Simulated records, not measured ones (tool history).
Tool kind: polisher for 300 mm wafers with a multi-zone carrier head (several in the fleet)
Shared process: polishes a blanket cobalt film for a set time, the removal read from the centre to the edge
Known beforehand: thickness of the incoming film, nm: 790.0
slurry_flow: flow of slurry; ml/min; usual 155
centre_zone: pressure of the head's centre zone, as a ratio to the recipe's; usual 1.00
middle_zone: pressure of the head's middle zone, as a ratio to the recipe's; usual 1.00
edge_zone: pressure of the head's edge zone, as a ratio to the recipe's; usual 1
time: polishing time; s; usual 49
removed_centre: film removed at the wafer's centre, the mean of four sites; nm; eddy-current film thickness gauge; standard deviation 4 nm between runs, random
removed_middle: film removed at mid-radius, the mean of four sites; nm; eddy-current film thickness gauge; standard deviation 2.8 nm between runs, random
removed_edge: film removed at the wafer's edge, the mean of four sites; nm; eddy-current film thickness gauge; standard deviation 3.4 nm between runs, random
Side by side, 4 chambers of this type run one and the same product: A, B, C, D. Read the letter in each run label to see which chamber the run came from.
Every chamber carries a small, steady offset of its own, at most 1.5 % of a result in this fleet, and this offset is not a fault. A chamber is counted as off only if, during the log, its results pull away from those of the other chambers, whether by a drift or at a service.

At day 0.050: chamber B: worn pad replaced by a new one.
Run 1A, day 0.150: usual settings. Result: removed_centre 304.23 nm, removed_middle 302.43 nm, removed_edge 309.25 nm.
Run 2C, day 0.342: usual settings. Result: removed_centre 301.53 nm, removed_middle 308.94 nm, removed_edge 302.34 nm.
Run 3D, day 0.525: usual settings. Result: removed_centre 309.26 nm, removed_middle 301.36 nm, removed_edge 304.55 nm.
Run 4B, day 0.812: usual settings. Result: removed_centre 303.00 nm, removed_middle 298.94 nm, removed_edge 308.33 nm.
At day 0.850: chamber B: slurry nozzle cleaned.
Run 5D, day 1.033: usual settings. Result: removed_centre 304.03 nm, removed_middle 306.44 nm, removed_edge 311.86 nm.
Run 6A, day 1.254: usual settings. Result: removed_centre 311.73 nm, removed_middle 307.18 nm, removed_edge 305.71 nm.
Run 7B, day 1.408: usual settings but centre_zone 0.93. Result: removed_centre 283.54 nm, removed_middle 300.34 nm, removed_edge 307.42 nm.
Run 8C, day 1.625: usual settings but centre_zone 0.93. Result: removed_centre 281.88 nm, removed_middle 306.28 nm, removed_edge 304.69 nm.
Run 9A, day 1.779: usual settings but centre_zone 0.93. Result: removed_centre 287.17 nm, removed_middle 306.03 nm, removed_edge 302.30 nm.
Run 10D, day 2.033: usual settings but centre_zone 0.93. Result: removed_centre 283.22 nm, removed_middle 303.03 nm, removed_edge 306.06 nm.
Run 11B, day 2.192: usual settings. Result: removed_centre 308.12 nm, removed_middle 306.55 nm, removed_edge 308.18 nm.
Run 12C, day 2.362: usual settings. Result: removed_centre 305.05 nm, removed_middle 305.36 nm, removed_edge 302.41 nm.
Run 13B, day 2.612: usual settings. Result: removed_centre 302.65 nm, removed_middle 303.94 nm, removed_edge 308.61 nm.
Run 14C, day 2.821: usual settings. Result: removed_centre 307.44 nm, removed_middle 305.90 nm, removed_edge 307.13 nm.
At day 2.917: chamber C: worn pad replaced by a new one.
Run 15A, day 2.954: usual settings. Result: removed_centre 303.56 nm, removed_middle 305.56 nm, removed_edge 302.42 nm.
Run 16D, day 3.162: usual settings. Result: removed_centre 298.02 nm, removed_middle 301.81 nm, removed_edge 308.79 nm.
At day 3.179: chamber B: worn pad replaced by a new one.
Run 17B, day 3.288: usual settings. Result: removed_centre 310.68 nm, removed_middle 300.81 nm, removed_edge 301.42 nm.
Run 18A, day 3.488: usual settings. Result: removed_centre 308.13 nm, removed_middle 302.05 nm, removed_edge 303.62 nm.
Run 19C, day 3.646: usual settings but middle_zone 0.89. Result: removed_centre 314.23 nm, removed_middle 278.03 nm, removed_edge 308.28 nm.
Run 20D, day 3.842: usual settings but middle_zone 0.89. Result: removed_centre 306.30 nm, removed_middle 276.05 nm, removed_edge 308.57 nm.
Run 21D, day 4.000: usual settings but middle_zone 0.89. Result: removed_centre 295.46 nm, removed_middle 275.41 nm, removed_edge 313.59 nm.
Run 22B, day 4.254: usual settings but middle_zone 0.89. Result: removed_centre 312.19 nm, removed_middle 271.26 nm, removed_edge 307.95 nm.
Run 23A, day 4.388: usual settings. Result: removed_centre 306.86 nm, removed_middle 298.27 nm, removed_edge 301.06 nm.
Run 24C, day 4.638: usual settings. Result: removed_centre 300.26 nm, removed_middle 305.58 nm, removed_edge 305.40 nm.
Run 25D, day 4.892: usual settings. Result: removed_centre 310.24 nm, removed_middle 303.67 nm, removed_edge 312.26 nm.
Run 26B, day 5.062: usual settings but centre_zone 1.09. Result: removed_centre 333.36 nm, removed_middle 303.69 nm, removed_edge 312.15 nm.
Run 27C, day 5.350: usual settings but centre_zone 1.09. Result: removed_centre 338.94 nm, removed_middle 301.76 nm, removed_edge 310.28 nm.
Run 28A, day 5.550: usual settings but centre_zone 1.09. Result: removed_centre 316.84 nm, removed_middle 291.41 nm, removed_edge 289.90 nm.
At day 5.725: chamber A: edge zone pressure recalibrated.
Run 29D, day 5.771: usual settings but centre_zone 1.09. Result: removed_centre 325.75 nm, removed_middle 300.78 nm, removed_edge 306.25 nm.
At day 5.846: chamber D: centre zone pressure recalibrated.
Run 30B, day 6.054: usual settings. Result: removed_centre 306.42 nm, removed_middle 301.63 nm, removed_edge 311.50 nm.
At day 6.100: chamber D: worn pad replaced by a new one.
Run 31C, day 6.333: usual settings. Result: removed_centre 306.38 nm, removed_middle 301.83 nm, removed_edge 302.71 nm.
Run 32A, day 6.617: usual settings. Result: removed_centre 294.49 nm, removed_middle 284.52 nm, removed_edge 281.51 nm.
At day 6.642: chamber B: worn pad replaced by a new one.
Run 33C, day 6.883: usual settings. Result: removed_centre 309.74 nm, removed_middle 306.12 nm, removed_edge 306.73 nm.
Run 34D, day 7.108: usual settings. Result: removed_centre 302.85 nm, removed_middle 300.13 nm, removed_edge 311.99 nm.
At day 7.196: chamber B: centre zone pressure recalibrated.
Run 35B, day 7.388: usual settings. Result: removed_centre 307.62 nm, removed_middle 302.17 nm, removed_edge 304.22 nm.
Run 36A, day 7.575: usual settings but slurry_flow 125 ml/min, middle_zone 1.10. Result: removed_centre 266.09 nm, removed_middle 299.34 nm, removed_edge 272.31 nm.
Run 37D, day 7.783: usual settings but slurry_flow 125 ml/min, middle_zone 1.10. Result: removed_centre 296.29 nm, removed_middle 313.86 nm, removed_edge 296.40 nm.
Run 38B, day 7.975: usual settings but slurry_flow 125 ml/min, middle_zone 1.10. Result: removed_centre 288.16 nm, removed_middle 317.10 nm, removed_edge 290.25 nm.
Run 39C, day 8.229: usual settings but slurry_flow 125 ml/min, middle_zone 1.10. Result: removed_centre 289.52 nm, removed_middle 316.27 nm, removed_edge 295.96 nm.
Run 40A, day 8.362: usual settings but middle_zone 1.04. Result: removed_centre 273.40 nm, removed_middle 284.65 nm, removed_edge 274.01 nm.
Run 41A, day 8.488: usual settings but middle_zone 1.04. Result: removed_centre 281.13 nm, removed_middle 286.35 nm, removed_edge 277.54 nm.
At day 8.612: chamber C: worn pad replaced by a new one.
Run 42C, day 8.638: usual settings but middle_zone 1.04. Result: removed_centre 295.58 nm, removed_middle 316.66 nm, removed_edge 298.58 nm.
Run 43B, day 8.767: usual settings but middle_zone 1.04. Result: removed_centre 301.65 nm, removed_middle 311.69 nm, removed_edge 305.26 nm.

For the next run the whole fleet of 4 chambers uses the same settings. Give each chamber's results:
Run 44A, day 8.971: usual settings but centre_zone 0.96. Result: removed_centre ?, removed_middle ?, removed_edge ?.
Run 44B, day 8.971: usual settings but centre_zone 0.96. Result: removed_centre ?, removed_middle ?, removed_edge ?.
Run 44C, day 8.971: usual settings but centre_zone 0.96. Result: removed_centre ?, removed_middle ?, removed_edge ?.
Run 44D, day 8.971: usual settings but centre_zone 0.96. Result: removed_centre ?, removed_middle ?, removed_edge ?.

run  removed_centre  removed_middle  removed_edge
44A          259.50          271.48        269.52
44B          290.98          303.30        304.84
44C          301.20          307.80        298.25
44D          291.15          303.13        307.62
